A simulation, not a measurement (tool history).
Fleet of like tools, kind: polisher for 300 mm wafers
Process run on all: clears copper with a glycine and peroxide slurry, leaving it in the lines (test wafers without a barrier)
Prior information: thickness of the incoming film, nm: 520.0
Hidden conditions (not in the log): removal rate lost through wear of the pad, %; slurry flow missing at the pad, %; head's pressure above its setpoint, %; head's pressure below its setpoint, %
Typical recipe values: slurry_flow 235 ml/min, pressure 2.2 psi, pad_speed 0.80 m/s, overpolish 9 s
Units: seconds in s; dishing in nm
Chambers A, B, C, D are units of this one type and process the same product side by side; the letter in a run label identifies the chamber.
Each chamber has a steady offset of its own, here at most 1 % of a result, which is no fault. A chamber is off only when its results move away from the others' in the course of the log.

run	hour	slurry_flow	pressure	pad_speed	overpolish	wafers polished on this pad	hours since the slurry nozzle was cleaned	hours since the head pressure was calibrated	seconds	dishing
1D	12.1	235	2.2	0.80	9	672	101.7	313.5	141.93	24.433
# hour 25.7: chamber B: worn pad replaced by a new one
# hour 26.0: chamber C: worn pad replaced by a new one
2A	26.2	235	2.2	0.80	9	668	475.1	83.1	141.58	24.431
# hour 30.8: chamber C: head pressure recalibrated
3C	37.4	235	2.2	0.80	9	101	102.6	6.6	141.71	23.590
4B	46.4	235	2.2	0.80	9	184	464.2	595.8	146.83	24.397
5A	61.1	235	2.2	0.80	9	978	510.0	118.0	140.32	24.811
6C	74.1	235	2.2	0.80	9	428	139.3	43.3	142.13	23.765
# hour 85.9: chamber D: worn pad replaced by a new one
7B	86.1	235	2.2	0.60	9	537	503.9	635.5	176.31	19.307
8D	98.7	235	2.2	0.60	9	114	188.3	400.1	178.44	20.635
9C	106.2	235	2.2	0.60	9	714	171.4	75.4	177.24	20.605
# hour 109.5: chamber B: worn pad replaced by a new one
10D	118.3	235	2.2	0.60	9	289	207.9	419.7	179.77	19.890
# hour 122.8: chamber A: worn pad replaced by a new one
11A	124.8	235	2.2	0.80	9	18	573.7	181.7	141.07	24.876
12B	138.6	235	2.2	0.80	9	259	556.4	688.0	143.46	23.532
# hour 141.8: chamber C: worn pad replaced by a new one
13D	150.0	235	2.2	0.80	9	571	239.6	451.4	142.55	23.414
14C	159.9	235	2.2	0.80	9	161	225.1	129.1	139.39	24.317
15A	169.4	235	2.2	0.80	9	415	618.3	226.3	139.72	24.743
# hour 181.4: chamber B: slurry nozzle cleaned
16B	181.4	235	2.2	0.80	13	640	0.0	730.8	139.25	33.492
17B	190.8	235	2.2	0.80	13	724	9.4	740.2	140.24	33.647
# hour 193.0: chamber B: worn pad replaced by a new one
18A	205.4	235	2.2	0.80	13	735	654.3	262.3	143.14	34.154
19D	214.2	235	2.2	0.80	13	1142	303.8	515.6	145.85	32.548
# hour 217.0: chamber D: worn pad replaced by a new one
20C	226.1	235	2.2	0.80	9	751	291.3	195.3	143.05	23.824
21C	233.5	235	2.2	0.80	9	816	298.7	202.7	140.70	23.501
22B	242.6	235	2.2	0.80	9	442	61.2	792.0	138.65	24.145
# hour 243.9: chamber C: worn pad replaced by a new one
23D	256.5	235	2.2	0.80	9	351	346.1	557.9	145.97	25.092
# hour 262.4: chamber A: worn pad replaced by a new one
24A	265.6	235	2.2	0.80	9	29	714.5	322.5	142.61	24.222
25D	277.7	235	2.2	0.80	9	540	367.3	579.1	143.06	24.114
# hour 285.7: chamber B: worn pad replaced by a new one
26B	287.2	235	2.2	1.04	9	13	105.8	836.6	111.15	29.099
27C	298.7	235	2.2	1.04	9	488	363.9	267.9	115.32	29.362
28A	312.2	235	2.2	1.04	9	444	761.1	369.1	115.34	29.156
29C	318.9	235	2.2	1.04	9	668	384.1	288.1	115.04	28.459
30B	327.0	235	2.2	0.80	9	367	145.6	876.4	136.05	25.527
31D	338.7	235	2.2	0.80	9	1083	428.3	640.1	146.00	23.883
# hour 348.6: chamber C: worn pad replaced by a new one
32A	350.4	170	2.2	0.80	13	784	799.3	407.3	151.85	30.283
33A	357.6	170	2.2	0.80	13	848	806.5	414.5	145.69	30.874
# hour 358.5: chamber A: slurry nozzle cleaned
# hour 361.9: chamber D: worn pad replaced by a new one
34B	364.9	170	2.2	0.80	13	705	183.5	914.3	140.52	34.364
35C	372.9	170	2.2	0.80	13	217	438.1	342.1	147.14	32.614
# hour 376.8: chamber B: worn pad replaced by a new one
36D	383.2	235	2.2	0.80	9	190	472.8	684.6	142.91	23.854
37A	394.3	235	2.2	0.80	9	1175	35.9	451.2	141.43	25.495
38D	404.8	235	2.2	0.80	9	382	494.4	706.2	144.37	24.098
39B	411.6	235	2.2	0.80	11	310	230.2	961.0	131.21	30.832
40C	420.9	235	2.2	0.80	11	644	486.1	390.1	141.15	27.756

The same settings go to every chamber for the next run, one line per chamber below. Forecast the results for each:
41A	431.6	235	2.2	0.80	9				?	?
41B	431.6	235	2.2	0.80	9				?	?
41C	431.6	235	2.2	0.80	9				?	?
41D	431.6	235	2.2	0.80	9				?	?

run	seconds	dishing
41A	138.56	23.879
41B	133.19	26.088
41C	141.44	23.285
41D	145.13	24.544

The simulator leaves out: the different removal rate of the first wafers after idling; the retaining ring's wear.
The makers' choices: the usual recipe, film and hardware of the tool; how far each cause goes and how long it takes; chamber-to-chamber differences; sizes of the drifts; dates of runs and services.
